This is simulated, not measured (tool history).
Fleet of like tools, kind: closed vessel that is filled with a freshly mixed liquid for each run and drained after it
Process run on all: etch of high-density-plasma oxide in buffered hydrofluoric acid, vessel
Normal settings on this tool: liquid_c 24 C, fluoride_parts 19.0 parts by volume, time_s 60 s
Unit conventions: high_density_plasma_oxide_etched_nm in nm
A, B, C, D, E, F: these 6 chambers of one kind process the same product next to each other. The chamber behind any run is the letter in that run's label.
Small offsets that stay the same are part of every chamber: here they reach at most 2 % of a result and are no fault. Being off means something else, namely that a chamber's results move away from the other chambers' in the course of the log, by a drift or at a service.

run	hour	liquid_c	fluoride_parts	time_s	read-back film thickness of the high-density-plasma oxide reference wafer, read on the same gauge (nm)	high_density_plasma_oxide_etched_nm
1F	7.9	24	19.0	60	149.99	48.812
2A	14.5	24	19.0	60	150.05	49.435
3E	21.9	24	19.0	60	150.01	48.725
4B	26.4	24	19.0	60	149.99	48.311
5C	31.6	24	19.0	60	149.98	49.388
6D	38.6	24	19.0	60	149.96	49.476
7C	45.4	24	19.0	60	150.01	49.644
8D	50.0	24	13.5	60	150.02	68.997
9A	57.8	24	13.5	60	150.04	68.446
10E	62.9	24	13.5	60	150.05	67.764
11F	67.2	24	13.5	60	150.02	67.727
12B	72.6	24	13.5	60	149.98	67.884
13B	78.5	24	13.5	60	149.95	68.469
14F	85.1	24	19.0	60	149.97	48.119
15C	90.4	24	19.0	60	149.97	48.162
16A	94.4	24	19.0	60	150.02	48.604
17E	99.7	24	19.0	60	150.06	48.500
18D	106.2	24	19.0	60	150.00	48.994
19F	110.3	24	19.0	60	149.96	48.586
20C	116.7	24	19.0	60	150.00	47.632
21E	124.2	24	19.0	60	150.04	48.169
# hour 127.6: chamber F: thermometer replaced
22A	131.4	24	19.0	60	150.03	49.322
23D	136.2	24	19.0	60	149.96	49.382
24B	144.1	24	19.0	60	150.03	48.296
25F	151.8	24	19.0	60	150.00	48.266
26D	158.4	24	19.0	60	149.98	48.821
27B	164.7	24	19.0	60	149.99	47.800
28C	170.2	24	22.5	60	150.04	41.443
29E	178.3	24	22.5	60	150.04	42.444
30A	186.5	24	22.5	60	150.03	42.717
31F	192.4	24	22.5	60	150.02	42.521
32E	200.6	24	22.5	60	149.95	42.573
33B	206.2	24	22.5	60	149.98	41.911
34D	211.6	24	19.0	60	150.01	48.470
35A	218.1	24	19.0	60	150.03	48.928
36C	224.7	24	19.0	60	149.99	46.433
37E	230.9	24	19.0	60	150.03	48.410
38A	237.7	24	19.0	60	149.98	49.711
39C	244.2	24	19.0	60	150.00	45.728
40F	250.2	24	19.0	60	150.00	48.916
# hour 253.9: chamber E: thermometer replaced
41B	258.4	24	19.0	60	150.03	47.859
42D	264.2	24	19.0	60	150.03	49.469
43B	271.0	24	19.0	60	150.01	48.051
44E	274.8	24	19.0	60	149.98	48.810

All 6 chambers run these settings next. Forecast each chamber's results:
45A	280.7	24	19.0	80		?
45B	280.7	24	19.0	80		?
45C	280.7	24	19.0	80		?
45D	280.7	24	19.0	80		?
45E	280.7	24	19.0	80		?
45F	280.7	24	19.0	80		?

run	high_density_plasma_oxide_etched_nm
45A	65.813
45B	64.210
45C	59.985
45D	64.987
45E	64.755
45F	64.931
